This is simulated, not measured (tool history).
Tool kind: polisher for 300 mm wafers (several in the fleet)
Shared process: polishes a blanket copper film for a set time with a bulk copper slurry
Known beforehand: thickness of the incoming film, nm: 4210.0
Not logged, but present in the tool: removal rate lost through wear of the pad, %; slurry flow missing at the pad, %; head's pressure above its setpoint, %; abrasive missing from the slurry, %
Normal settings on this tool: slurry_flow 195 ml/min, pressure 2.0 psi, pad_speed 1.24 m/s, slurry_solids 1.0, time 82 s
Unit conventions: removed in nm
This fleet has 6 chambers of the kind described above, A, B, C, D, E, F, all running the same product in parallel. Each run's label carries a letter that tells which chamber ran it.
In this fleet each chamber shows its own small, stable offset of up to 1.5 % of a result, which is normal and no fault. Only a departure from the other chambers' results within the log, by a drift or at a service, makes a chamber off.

run	day	slurry_flow	pressure	pad_speed	slurry_solids	time	wafers polished on this pad	hours since the slurry nozzle was cleaned	hours since the head pressure was calibrated	hours since the slurry blender was calibrated	removed
1F	0.225	195	2.0	1.24	1.0	82	162	80.1	935.3	121.3	605.67
2B	0.429	195	2.0	1.24	1.0	82	1020	62.3	753.9	369.1	601.35
3D	0.633	195	2.0	1.24	1.0	82	264	88.7	277.4	240.2	613.27
4A	0.829	195	2.0	1.24	1.0	82	704	208.2	793.5	329.7	623.37
# day 0.867: chamber B: worn pad replaced by a new one
# day 1.067: chamber A: worn pad replaced by a new one
5E	1.067	195	2.0	1.24	1.0	82	332	310.6	1067.5	138.2	610.80
# day 1.146: chamber D: slurry blender recalibrated
6C	1.367	195	2.0	1.24	1.0	82	450	654.2	138.5	374.8	610.95
7A	1.538	195	2.0	1.24	1.0	82	138	225.2	810.5	346.7	615.95
8B	1.796	195	2.0	1.24	1.0	82	271	95.1	786.7	401.9	601.83
# day 1.838: chamber A: slurry blender recalibrated
# day 2.058: chamber B: slurry blender recalibrated
9F	2.112	195	2.0	1.24	1.0	82	712	125.4	980.6	166.6	604.57
# day 2.225: chamber F: worn pad replaced by a new one
# day 2.229: chamber C: slurry blender recalibrated
# day 2.242: chamber D: worn pad replaced by a new one
# day 2.446: chamber E: worn pad replaced by a new one
10E	2.488	195	2.0	1.24	1.0	82	13	344.7	1101.6	172.3	604.13
# day 2.617: chamber C: slurry nozzle cleaned
# day 2.704: chamber C: worn pad replaced by a new one
11D	2.846	195	2.0	1.24	1.0	82	176	141.8	330.5	40.9	609.75
12C	3.158	195	2.0	1.24	1.0	82	132	13.0	181.5	22.4	615.76
13A	3.379	220	2.0	1.24	0.8	82	674	269.4	854.7	37.0	597.75
# day 3.462: chamber F: slurry blender recalibrated
14C	3.612	220	2.0	1.24	0.8	82	265	23.9	192.4	33.3	593.90
# day 3.742: chamber A: worn pad replaced by a new one
15D	3.892	220	2.0	1.24	0.8	82	481	166.9	355.6	66.0	594.61
# day 4.129: chamber B: worn pad replaced by a new one
16E	4.150	220	2.0	1.24	0.8	82	497	384.6	1141.5	212.2	585.90
# day 4.383: chamber F: worn pad replaced by a new one
17B	4.425	220	2.0	1.24	0.8	82	87	158.2	849.8	56.8	586.58
# day 4.679: chamber D: worn pad replaced by a new one
18F	4.800	220	2.0	1.24	0.8	82	122	189.9	1045.1	32.1	582.59
# day 4.967: chamber E: worn pad replaced by a new one
19E	4.975	195	2.0	1.24	1.0	82	3	404.4	1161.3	232.0	608.39
20D	5.162	195	2.0	1.24	1.0	82	141	197.4	386.1	96.5	614.06
21A	5.512	195	2.0	1.24	1.0	82	516	320.6	905.9	88.2	612.08
22B	5.796	195	2.0	1.24	1.0	82	486	191.1	882.7	89.7	601.14
# day 5.921: chamber A: worn pad replaced by a new one
# day 6.008: chamber E: head pressure recalibrated
23C	6.071	195	2.0	1.24	1.0	82	981	82.9	251.4	92.3	612.98
# day 6.288: chamber C: worn pad replaced by a new one
24F	6.354	195	2.0	1.24	1.0	82	575	227.2	1082.4	69.4	599.60
# day 6.442: chamber A: head pressure recalibrated
# day 6.592: chamber F: worn pad replaced by a new one
25E	6.717	195	2.0	1.24	1.0	82	510	446.2	17.1	273.8	662.11
26A	6.967	195	2.0	1.24	1.0	82	305	355.5	12.7	123.1	610.83
# day 6.983: chamber E: worn pad replaced by a new one
# day 7.050: chamber F: slurry nozzle cleaned
27B	7.250	195	2.0	1.24	1.0	82	910	226.0	917.6	124.6	602.26
28F	7.425	195	2.4	1.24	0.9	82	242	9.1	1108.1	95.1	708.06
# day 7.446: chamber D: worn pad replaced by a new one
29D	7.612	195	2.4	1.24	0.9	82	49	256.2	444.9	155.3	713.57
# day 7.858: chamber B: worn pad replaced by a new one
30C	7.908	195	2.4	1.24	0.9	82	472	127.0	295.5	136.4	722.05
31C	8.146	195	2.4	1.24	0.9	82	541	132.7	301.2	142.1	720.12
32E	8.392	195	2.4	1.24	0.9	82	410	486.4	57.3	314.0	780.68
33A	8.625	195	2.4	1.24	0.9	82	788	395.3	52.5	162.9	716.30
# day 8.854: chamber B: slurry nozzle cleaned
# day 8.912: chamber F: worn pad replaced by a new one
34B	8.917	230	2.0	1.44	1.0	82	309	1.6	957.6	164.6	713.21
# day 9.058: chamber E: slurry blender recalibrated
35F	9.092	230	2.0	1.44	1.0	82	52	49.1	1148.1	135.1	712.25
36D	9.438	230	2.0	1.44	1.0	82	580	300.0	488.7	199.1	729.21
# day 9.567: chamber E: worn pad replaced by a new one
37E	9.671	230	2.0	1.44	1.0	82	31	517.1	88.0	14.7	787.98

Read the log: is a single chamber off, either drifting away or since a service, is the gauge that measures every chamber drifting, or is nothing wrong beyond small per-chamber offsets? Name any odd chamber and what most likely caused it.

Chamber E came out of a service off from its peers and stayed that way.
What lies behind it: head's pressure above its setpoint, % = 8.72.

Chamber E could run next with any of the 4 candidate recipes listed below; each alters the usual settings, and their results appear as question marks. Which one brings its results back in line with what the other chambers deliver on the usual settings?
In line means no further than this from the other chambers' mean on the usual settings: removed 14.00 nm
38E-1	9.946	195	2.1	1.24	1.0	85					?
38E-2	9.946	195	2.0	1.24	1.0	79					?
38E-3	9.946	195	2.1	1.24	1.0	82					?
38E-4	9.946	195	2.0	1.14	1.0	82					?

Usual-settings mean across the other chambers: removed 608.54 nm
run	removed
38E-1	719.94
38E-2	637.60
38E-3	694.53
38E-4	608.06
38E-4 puts the chamber back in line with the other chambers.

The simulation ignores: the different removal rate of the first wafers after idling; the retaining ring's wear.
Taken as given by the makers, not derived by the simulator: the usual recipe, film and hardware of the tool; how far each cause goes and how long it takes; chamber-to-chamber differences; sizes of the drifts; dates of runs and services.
